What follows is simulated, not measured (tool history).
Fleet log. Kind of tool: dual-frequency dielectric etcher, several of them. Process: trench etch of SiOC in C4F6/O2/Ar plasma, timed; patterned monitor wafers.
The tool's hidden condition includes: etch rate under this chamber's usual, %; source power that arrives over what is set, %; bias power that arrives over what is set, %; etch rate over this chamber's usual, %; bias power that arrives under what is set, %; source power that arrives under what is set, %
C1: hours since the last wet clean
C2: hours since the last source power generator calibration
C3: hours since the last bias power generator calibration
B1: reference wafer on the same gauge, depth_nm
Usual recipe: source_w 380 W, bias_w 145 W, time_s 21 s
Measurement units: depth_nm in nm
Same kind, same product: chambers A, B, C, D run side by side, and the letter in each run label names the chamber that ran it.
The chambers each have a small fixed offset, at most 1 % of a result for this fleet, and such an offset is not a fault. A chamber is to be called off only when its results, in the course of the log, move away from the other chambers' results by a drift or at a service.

{"run": "1A", "hour": 6.9, "source_w": 380, "bias_w": 145, "time_s": 21, "C1": 355.2, "C2": 2249.8, "C3": 2192.8, "B1": 44.668, "depth_nm": 40.013}
{"run": "2D", "hour": 21.4, "source_w": 380, "bias_w": 145, "time_s": 21, "C1": 266.7, "C2": 2002.3, "C3": 648.8, "B1": 44.691, "depth_nm": 39.605}
{"run": "3C", "hour": 33.9, "source_w": 380, "bias_w": 145, "time_s": 21, "C1": 242.3, "C2": 2213.7, "C3": 4385.8, "B1": 44.778, "depth_nm": 40.347}
{"run": "4B", "hour": 48.8, "source_w": 380, "bias_w": 145, "time_s": 21, "C1": 141.9, "C2": 3583.4, "C3": 1439.8, "B1": 44.746, "depth_nm": 39.95}
{"run": "5C", "hour": 55.8, "source_w": 380, "bias_w": 145, "time_s": 21, "C1": 264.2, "C2": 2235.6, "C3": 4407.7, "B1": 44.659, "depth_nm": 40.364}
{"run": "6A", "hour": 64.2, "source_w": 380, "bias_w": 145, "time_s": 21, "C1": 412.5, "C2": 2307.1, "C3": 2250.1, "B1": 44.721, "depth_nm": 39.453}
{"run": "7B", "hour": 75.2, "source_w": 380, "bias_w": 145, "time_s": 21, "C1": 168.3, "C2": 3609.8, "C3": 1466.2, "B1": 44.722, "depth_nm": 39.512}
{"run": "8D", "hour": 90.6, "source_w": 380, "bias_w": 166, "time_s": 16, "C1": 335.9, "C2": 2071.5, "C3": 718.0, "B1": 44.727, "depth_nm": 32.059}
{"hour": 99.3, "done": "chamber A: wet clean of the chamber"}
{"run": "9C", "hour": 105.8, "source_w": 380, "bias_w": 166, "time_s": 16, "C1": 314.2, "C2": 2285.6, "C3": 4457.7, "B1": 44.677, "depth_nm": 32.169}
{"run": "10B", "hour": 112.7, "source_w": 380, "bias_w": 166, "time_s": 16, "C1": 205.8, "C2": 3647.3, "C3": 1503.7, "B1": 44.636, "depth_nm": 32.078}
{"run": "11A", "hour": 123.4, "source_w": 380, "bias_w": 166, "time_s": 16, "C1": 24.2, "C2": 2366.3, "C3": 2309.3, "B1": 44.672, "depth_nm": 31.49}
{"run": "12D", "hour": 135.0, "source_w": 380, "bias_w": 145, "time_s": 21, "C1": 380.3, "C2": 2115.9, "C3": 762.4, "B1": 44.666, "depth_nm": 39.719}
{"run": "13C", "hour": 144.1, "source_w": 380, "bias_w": 145, "time_s": 16, "C1": 352.5, "C2": 2323.9, "C3": 4496.0, "B1": 44.756, "depth_nm": 30.647}
{"run": "14A", "hour": 153.6, "source_w": 380, "bias_w": 145, "time_s": 16, "C1": 54.4, "C2": 2396.5, "C3": 2339.5, "B1": 44.639, "depth_nm": 30.366}
{"run": "15D", "hour": 161.1, "source_w": 380, "bias_w": 145, "time_s": 16, "C1": 406.4, "C2": 2142.0, "C3": 788.5, "B1": 44.705, "depth_nm": 30.166}
{"run": "16B", "hour": 169.1, "source_w": 380, "bias_w": 145, "time_s": 16, "C1": 262.2, "C2": 3703.7, "C3": 1560.1, "B1": 44.751, "depth_nm": 30.405}
{"run": "17D", "hour": 177.4, "source_w": 380, "bias_w": 145, "time_s": 21, "C1": 422.7, "C2": 2158.3, "C3": 804.8, "B1": 44.671, "depth_nm": 40.182}
{"run": "18C", "hour": 188.2, "source_w": 380, "bias_w": 145, "time_s": 21, "C1": 396.6, "C2": 2368.0, "C3": 4540.1, "B1": 44.715, "depth_nm": 39.923}
{"run": "19B", "hour": 197.6, "source_w": 380, "bias_w": 145, "time_s": 17, "C1": 290.7, "C2": 3732.2, "C3": 1588.6, "B1": 44.714, "depth_nm": 31.977}
{"hour": 198.8, "done": "chamber C: wet clean of the chamber"}
{"run": "20A", "hour": 206.8, "source_w": 380, "bias_w": 145, "time_s": 17, "C1": 107.6, "C2": 2449.7, "C3": 2392.7, "B1": 44.688, "depth_nm": 32.138}
{"run": "21C", "hour": 214.8, "source_w": 380, "bias_w": 145, "time_s": 17, "C1": 16.0, "C2": 2394.6, "C3": 4566.7, "B1": 44.675, "depth_nm": 32.396}
{"run": "22A", "hour": 222.9, "source_w": 380, "bias_w": 145, "time_s": 17, "C1": 123.7, "C2": 2465.8, "C3": 2408.8, "B1": 44.697, "depth_nm": 32.102}
{"run": "23D", "hour": 234.6, "source_w": 380, "bias_w": 145, "time_s": 21, "C1": 479.9, "C2": 2215.5, "C3": 862.0, "B1": 44.665, "depth_nm": 39.583}
{"run": "24B", "hour": 243.3, "source_w": 380, "bias_w": 145, "time_s": 21, "C1": 336.4, "C2": 3777.9, "C3": 1634.3, "B1": 44.736, "depth_nm": 39.845}
{"run": "25C", "hour": 252.2, "source_w": 380, "bias_w": 145, "time_s": 21, "C1": 53.4, "C2": 2432.0, "C3": 4604.1, "B1": 44.734, "depth_nm": 40.061}
{"hour": 258.5, "done": "chamber C: source power generator calibrated"}
{"run": "26B", "hour": 267.1, "source_w": 380, "bias_w": 173, "time_s": 18, "C1": 360.2, "C2": 3801.7, "C3": 1658.1, "B1": 44.704, "depth_nm": 36.195}
{"run": "27D", "hour": 274.5, "source_w": 380, "bias_w": 173, "time_s": 18, "C1": 519.8, "C2": 2255.4, "C3": 901.9, "B1": 44.725, "depth_nm": 35.816}
{"hour": 280.4, "done": "chamber D: wet clean of the chamber"}
{"run": "28A", "hour": 281.8, "source_w": 380, "bias_w": 173, "time_s": 18, "C1": 182.6, "C2": 2524.7, "C3": 2467.7, "B1": 44.692, "depth_nm": 35.559}
{"run": "29C", "hour": 290.7, "source_w": 380, "bias_w": 173, "time_s": 18, "C1": 91.9, "C2": 32.3, "C3": 4642.6, "B1": 44.705, "depth_nm": 36.549}
{"run": "30B", "hour": 305.6, "source_w": 380, "bias_w": 160, "time_s": 16, "C1": 398.7, "C2": 3840.2, "C3": 1696.6, "B1": 44.654, "depth_nm": 31.317}
{"hour": 314.4, "done": "chamber B: wet clean of the chamber"}
{"run": "31A", "hour": 319.0, "source_w": 380, "bias_w": 160, "time_s": 16, "C1": 219.8, "C2": 2561.9, "C3": 2504.9, "B1": 44.743, "depth_nm": 31.541}
{"run": "32D", "hour": 328.7, "source_w": 380, "bias_w": 160, "time_s": 16, "C1": 48.3, "C2": 2309.6, "C3": 956.1, "B1": 44.733, "depth_nm": 30.029}
{"run": "33C", "hour": 340.0, "source_w": 380, "bias_w": 160, "time_s": 16, "C1": 141.2, "C2": 81.6, "C3": 4691.9, "B1": 44.626, "depth_nm": 31.683}
{"run": "34A", "hour": 347.8, "source_w": 380, "bias_w": 145, "time_s": 21, "C1": 248.6, "C2": 2590.7, "C3": 2533.7, "B1": 44.807, "depth_nm": 39.274}
{"run": "35B", "hour": 362.2, "source_w": 380, "bias_w": 145, "time_s": 21, "C1": 47.8, "C2": 3896.8, "C3": 1753.2, "B1": 44.648, "depth_nm": 40.204}
{"run": "36D", "hour": 371.8, "source_w": 380, "bias_w": 145, "time_s": 21, "C1": 91.4, "C2": 2352.7, "C3": 999.2, "B1": 44.691, "depth_nm": 38.416}
{"run": "37B", "hour": 379.3, "source_w": 380, "bias_w": 145, "time_s": 21, "C1": 64.9, "C2": 3913.9, "C3": 1770.3, "B1": 44.748, "depth_nm": 39.73}
{"run": "38D", "hour": 389.2, "source_w": 380, "bias_w": 145, "time_s": 21, "C1": 108.8, "C2": 2370.1, "C3": 1016.6, "B1": 44.689, "depth_nm": 37.897}
{"run": "39A", "hour": 397.7, "source_w": 380, "bias_w": 145, "time_s": 21, "C1": 298.5, "C2": 2640.6, "C3": 2583.6, "B1": 44.71, "depth_nm": 39.429}
{"run": "40C", "hour": 405.0, "source_w": 380, "bias_w": 145, "time_s": 21, "C1": 206.2, "C2": 146.6, "C3": 4756.9, "B1": 44.681, "depth_nm": 39.885}
{"run": "41A", "hour": 412.7, "source_w": 380, "bias_w": 145, "time_s": 21, "C1": 313.5, "C2": 2655.6, "C3": 2598.6, "B1": 44.652, "depth_nm": 39.534}
{"run": "42B", "hour": 424.4, "source_w": 380, "bias_w": 145, "time_s": 21, "C1": 110.0, "C2": 3959.0, "C3": 1815.4, "B1": 44.729, "depth_nm": 40.135}
{"run": "43C", "hour": 433.3, "source_w": 380, "bias_w": 145, "time_s": 21, "C1": 234.5, "C2": 174.9, "C3": 4785.2, "B1": 44.742, "depth_nm": 40.009}
{"run": "44D", "hour": 443.9, "source_w": 380, "bias_w": 145, "time_s": 21, "C1": 163.5, "C2": 2424.8, "C3": 1071.3, "B1": 44.665, "depth_nm": 38.295}

All 4 chambers run these settings next. Forecast each chamber's results:
{"run": "45A", "hour": 454.9, "source_w": 430, "bias_w": 145, "time_s": 21, "depth_nm": "?"}
{"run": "45B", "hour": 454.9, "source_w": 430, "bias_w": 145, "time_s": 21, "depth_nm": "?"}
{"run": "45C", "hour": 454.9, "source_w": 430, "bias_w": 145, "time_s": 21, "depth_nm": "?"}
{"run": "45D", "hour": 454.9, "source_w": 430, "bias_w": 145, "time_s": 21, "depth_nm": "?"}

run=45A depth_nm=41.114
run=45B depth_nm=41.632
run=45C depth_nm=42.282
run=45D depth_nm=40.380
